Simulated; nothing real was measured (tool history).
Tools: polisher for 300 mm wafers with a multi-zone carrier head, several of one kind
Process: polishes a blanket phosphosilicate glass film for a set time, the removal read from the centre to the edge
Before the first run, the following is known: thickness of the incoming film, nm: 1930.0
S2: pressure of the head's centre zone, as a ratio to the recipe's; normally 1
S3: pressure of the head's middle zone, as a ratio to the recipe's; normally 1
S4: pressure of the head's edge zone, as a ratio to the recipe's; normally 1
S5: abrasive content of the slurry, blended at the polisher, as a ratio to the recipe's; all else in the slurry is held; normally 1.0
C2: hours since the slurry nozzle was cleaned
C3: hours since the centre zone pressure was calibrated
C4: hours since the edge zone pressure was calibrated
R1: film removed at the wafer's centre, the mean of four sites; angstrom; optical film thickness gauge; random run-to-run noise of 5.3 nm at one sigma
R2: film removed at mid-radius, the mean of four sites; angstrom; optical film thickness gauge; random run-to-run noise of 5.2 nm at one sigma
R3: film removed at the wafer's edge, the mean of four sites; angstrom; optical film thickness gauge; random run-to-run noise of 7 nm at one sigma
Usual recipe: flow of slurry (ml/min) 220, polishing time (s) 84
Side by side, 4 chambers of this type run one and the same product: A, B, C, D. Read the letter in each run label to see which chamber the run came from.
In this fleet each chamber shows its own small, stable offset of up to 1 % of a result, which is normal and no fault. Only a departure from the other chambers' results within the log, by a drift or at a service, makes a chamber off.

{"hour": 1.9, "done": "chamber B: worn pad replaced by a new one"}
{"run": "1A", "hour": 4.1, "flow of slurry (ml/min)": 220, "S2": 1, "S3": 1, "S4": 1, "S5": 1.0, "polishing time (s)": 84, "wafers polished on this pad": 83, "C2": 230.0, "C3": 1289.5, "C4": 616.9, "R1": 7112.0, "R2": 7095.6, "R3": 7221.2}
{"hour": 5.2, "done": "chamber D: slurry nozzle cleaned"}
{"hour": 7.7, "done": "chamber C: worn pad replaced by a new one"}
{"run": "2C", "hour": 8.3, "flow of slurry (ml/min)": 220, "S2": 1, "S3": 1, "S4": 1, "S5": 1.0, "polishing time (s)": 84, "wafers polished on this pad": 6, "C2": 131.7, "C3": 254.6, "C4": 400.0, "R1": 6997.5, "R2": 6999.6, "R3": 6970.1}
{"run": "3D", "hour": 11.1, "flow of slurry (ml/min)": 220, "S2": 1, "S3": 1, "S4": 1, "S5": 1.0, "polishing time (s)": 84, "wafers polished on this pad": 1477, "C2": 5.9, "C3": 630.8, "C4": 231.1, "R1": 6997.0, "R2": 7059.0, "R3": 6971.8}
{"hour": 13.3, "done": "chamber D: worn pad replaced by a new one"}
{"run": "4B", "hour": 15.4, "flow of slurry (ml/min)": 220, "S2": 1, "S3": 1, "S4": 1, "S5": 1.0, "polishing time (s)": 84, "wafers polished on this pad": 143, "C2": 666.5, "C3": 135.7, "C4": 556.8, "R1": 7194.3, "R2": 6981.5, "R3": 7093.6}
{"run": "5D", "hour": 19.2, "flow of slurry (ml/min)": 220, "S2": 1, "S3": 1, "S4": 1, "S5": 1.0, "polishing time (s)": 84, "wafers polished on this pad": 63, "C2": 14.0, "C3": 638.9, "C4": 239.2, "R1": 6872.0, "R2": 7027.8, "R3": 7042.2}
{"run": "6C", "hour": 23.4, "flow of slurry (ml/min)": 220, "S2": 1, "S3": 1, "S4": 1, "S5": 1.0, "polishing time (s)": 84, "wafers polished on this pad": 166, "C2": 146.8, "C3": 269.7, "C4": 415.1, "R1": 7015.2, "R2": 6967.4, "R3": 7084.7}
{"hour": 26.0, "done": "chamber B: slurry nozzle cleaned"}
{"run": "7B", "hour": 28.3, "flow of slurry (ml/min)": 220, "S2": 1, "S3": 1, "S4": 1, "S5": 1.0, "polishing time (s)": 84, "wafers polished on this pad": 279, "C2": 2.4, "C3": 148.6, "C4": 569.7, "R1": 7044.0, "R2": 7115.2, "R3": 7057.2}
{"run": "8A", "hour": 31.7, "flow of slurry (ml/min)": 220, "S2": 1, "S3": 1, "S4": 1, "S5": 1.0, "polishing time (s)": 84, "wafers polished on this pad": 376, "C2": 257.6, "C3": 1317.1, "C4": 644.5, "R1": 6990.3, "R2": 7091.0, "R3": 7034.8}
{"run": "9D", "hour": 34.4, "flow of slurry (ml/min)": 220, "S2": 1, "S3": 1, "S4": 1, "S5": 0.8, "polishing time (s)": 63, "wafers polished on this pad": 224, "C2": 29.2, "C3": 654.1, "C4": 254.4, "R1": 4688.9, "R2": 4769.5, "R3": 4693.0}
{"run": "10B", "hour": 38.9, "flow of slurry (ml/min)": 220, "S2": 1, "S3": 1, "S4": 1, "S5": 0.8, "polishing time (s)": 63, "wafers polished on this pad": 392, "C2": 13.0, "C3": 159.2, "C4": 580.3, "R1": 4787.3, "R2": 4701.7, "R3": 4677.4}
{"hour": 39.1, "done": "chamber A: worn pad replaced by a new one"}
{"run": "11A", "hour": 41.7, "flow of slurry (ml/min)": 220, "S2": 1, "S3": 1, "S4": 1, "S5": 0.8, "polishing time (s)": 63, "wafers polished on this pad": 28, "C2": 267.6, "C3": 1327.1, "C4": 654.5, "R1": 4770.4, "R2": 4743.5, "R3": 4832.9}
{"run": "12C", "hour": 46.9, "flow of slurry (ml/min)": 220, "S2": 1, "S3": 1, "S4": 1, "S5": 0.8, "polishing time (s)": 63, "wafers polished on this pad": 415, "C2": 170.3, "C3": 293.2, "C4": 438.6, "R1": 4679.3, "R2": 4680.1, "R3": 4705.6}
{"run": "13C", "hour": 49.8, "flow of slurry (ml/min)": 220, "S2": 1, "S3": 1, "S4": 1, "S5": 1.0, "polishing time (s)": 84, "wafers polished on this pad": 446, "C2": 173.2, "C3": 296.1, "C4": 441.5, "R1": 6969.2, "R2": 7063.5, "R3": 7006.1}
{"run": "14D", "hour": 53.0, "flow of slurry (ml/min)": 220, "S2": 1, "S3": 1, "S4": 1, "S5": 1.0, "polishing time (s)": 84, "wafers polished on this pad": 421, "C2": 47.8, "C3": 672.7, "C4": 273.0, "R1": 7003.1, "R2": 7091.4, "R3": 7129.7}
{"run": "15B", "hour": 58.1, "flow of slurry (ml/min)": 220, "S2": 1, "S3": 1, "S4": 1, "S5": 1.0, "polishing time (s)": 84, "wafers polished on this pad": 595, "C2": 32.2, "C3": 178.4, "C4": 599.5, "R1": 7043.7, "R2": 6953.8, "R3": 7139.2}
{"run": "16A", "hour": 61.9, "flow of slurry (ml/min)": 220, "S2": 1, "S3": 1, "S4": 1, "S5": 1.0, "polishing time (s)": 84, "wafers polished on this pad": 242, "C2": 287.8, "C3": 1347.3, "C4": 674.7, "R1": 7088.7, "R2": 7053.1, "R3": 7192.0}
{"run": "17C", "hour": 66.0, "flow of slurry (ml/min)": 220, "S2": 1, "S3": 1, "S4": 1, "S5": 1.0, "polishing time (s)": 84, "wafers polished on this pad": 618, "C2": 189.4, "C3": 312.3, "C4": 457.7, "R1": 6944.9, "R2": 7021.8, "R3": 7140.1}
{"run": "18A", "hour": 71.1, "flow of slurry (ml/min)": 220, "S2": 1, "S3": 1, "S4": 1, "S5": 1.0, "polishing time (s)": 84, "wafers polished on this pad": 339, "C2": 297.0, "C3": 1356.5, "C4": 683.9, "R1": 7016.8, "R2": 7092.1, "R3": 7083.2}
{"hour": 73.9, "done": "chamber C: worn pad replaced by a new one"}
{"run": "19B", "hour": 74.4, "flow of slurry (ml/min)": 220, "S2": 1, "S3": 1, "S4": 1, "S5": 1.0, "polishing time (s)": 84, "wafers polished on this pad": 768, "C2": 48.5, "C3": 194.7, "C4": 615.8, "R1": 7109.1, "R2": 7040.3, "R3": 7065.1}
{"run": "20D", "hour": 79.5, "flow of slurry (ml/min)": 220, "S2": 1, "S3": 1, "S4": 1, "S5": 1.0, "polishing time (s)": 84, "wafers polished on this pad": 702, "C2": 74.3, "C3": 699.2, "C4": 299.5, "R1": 7019.4, "R2": 7021.6, "R3": 7164.2}
{"run": "21C", "hour": 83.3, "flow of slurry (ml/min)": 220, "S2": 1, "S3": 1, "S4": 1, "S5": 1.0, "polishing time (s)": 84, "wafers polished on this pad": 100, "C2": 206.7, "C3": 329.6, "C4": 475.0, "R1": 6918.6, "R2": 6963.2, "R3": 7186.6}
{"hour": 85.2, "done": "chamber D: edge zone pressure recalibrated"}
{"hour": 85.4, "done": "chamber A: centre zone pressure recalibrated"}
{"run": "22A", "hour": 88.5, "flow of slurry (ml/min)": 220, "S2": 1, "S3": 1, "S4": 1, "S5": 1.0, "polishing time (s)": 84, "wafers polished on this pad": 523, "C2": 314.4, "C3": 3.1, "C4": 701.3, "R1": 6971.0, "R2": 7120.0, "R3": 7158.0}
{"hour": 93.0, "done": "chamber A: worn pad replaced by a new one"}
{"run": "23D", "hour": 93.4, "flow of slurry (ml/min)": 220, "S2": 1, "S3": 1, "S4": 1, "S5": 1.0, "polishing time (s)": 84, "wafers polished on this pad": 849, "C2": 88.2, "C3": 713.1, "C4": 8.3, "R1": 6943.3, "R2": 7173.6, "R3": 7049.8}
{"run": "24B", "hour": 98.5, "flow of slurry (ml/min)": 220, "S2": 1, "S3": 1, "S4": 1, "S5": 1.0, "polishing time (s)": 84, "wafers polished on this pad": 1023, "C2": 72.6, "C3": 218.8, "C4": 639.9, "R1": 7138.2, "R2": 6963.8, "R3": 7049.3}
{"run": "25B", "hour": 102.8, "flow of slurry (ml/min)": 220, "S2": 1, "S3": 1, "S4": 1, "S5": 1.0, "polishing time (s)": 84, "wafers polished on this pad": 1069, "C2": 76.9, "C3": 223.1, "C4": 644.2, "R1": 7111.3, "R2": 7009.1, "R3": 7156.1}
{"run": "26A", "hour": 107.5, "flow of slurry (ml/min)": 220, "S2": 1, "S3": 1, "S4": 1, "S5": 1.0, "polishing time (s)": 84, "wafers polished on this pad": 154, "C2": 333.4, "C3": 22.1, "C4": 720.3, "R1": 7077.3, "R2": 7140.9, "R3": 7159.0}

All chambers now run identical settings, listed one chamber a line with results as question marks. What results will each chamber show?
{"run": "27A", "hour": 111.3, "flow of slurry (ml/min)": 220, "S2": 1, "S3": 1, "S4": 1, "S5": 1.0, "polishing time (s)": 84, "R1": "?", "R2": "?", "R3": "?"}
{"run": "27B", "hour": 111.3, "flow of slurry (ml/min)": 220, "S2": 1, "S3": 1, "S4": 1, "S5": 1.0, "polishing time (s)": 84, "R1": "?", "R2": "?", "R3": "?"}
{"run": "27C", "hour": 111.3, "flow of slurry (ml/min)": 220, "S2": 1, "S3": 1, "S4": 1, "S5": 1.0, "polishing time (s)": 84, "R1": "?", "R2": "?", "R3": "?"}
{"run": "27D", "hour": 111.3, "flow of slurry (ml/min)": 220, "S2": 1, "S3": 1, "S4": 1, "S5": 1.0, "polishing time (s)": 84, "R1": "?", "R2": "?", "R3": "?"}

run=27A R1=7009.6 R2=7064.6 R3=7180.3
run=27B R1=7080.0 R2=6995.4 R3=6991.2
run=27C R1=7058.0 R2=7103.1 R3=7065.0
run=27D R1=6986.3 R2=7055.6 R3=7149.6

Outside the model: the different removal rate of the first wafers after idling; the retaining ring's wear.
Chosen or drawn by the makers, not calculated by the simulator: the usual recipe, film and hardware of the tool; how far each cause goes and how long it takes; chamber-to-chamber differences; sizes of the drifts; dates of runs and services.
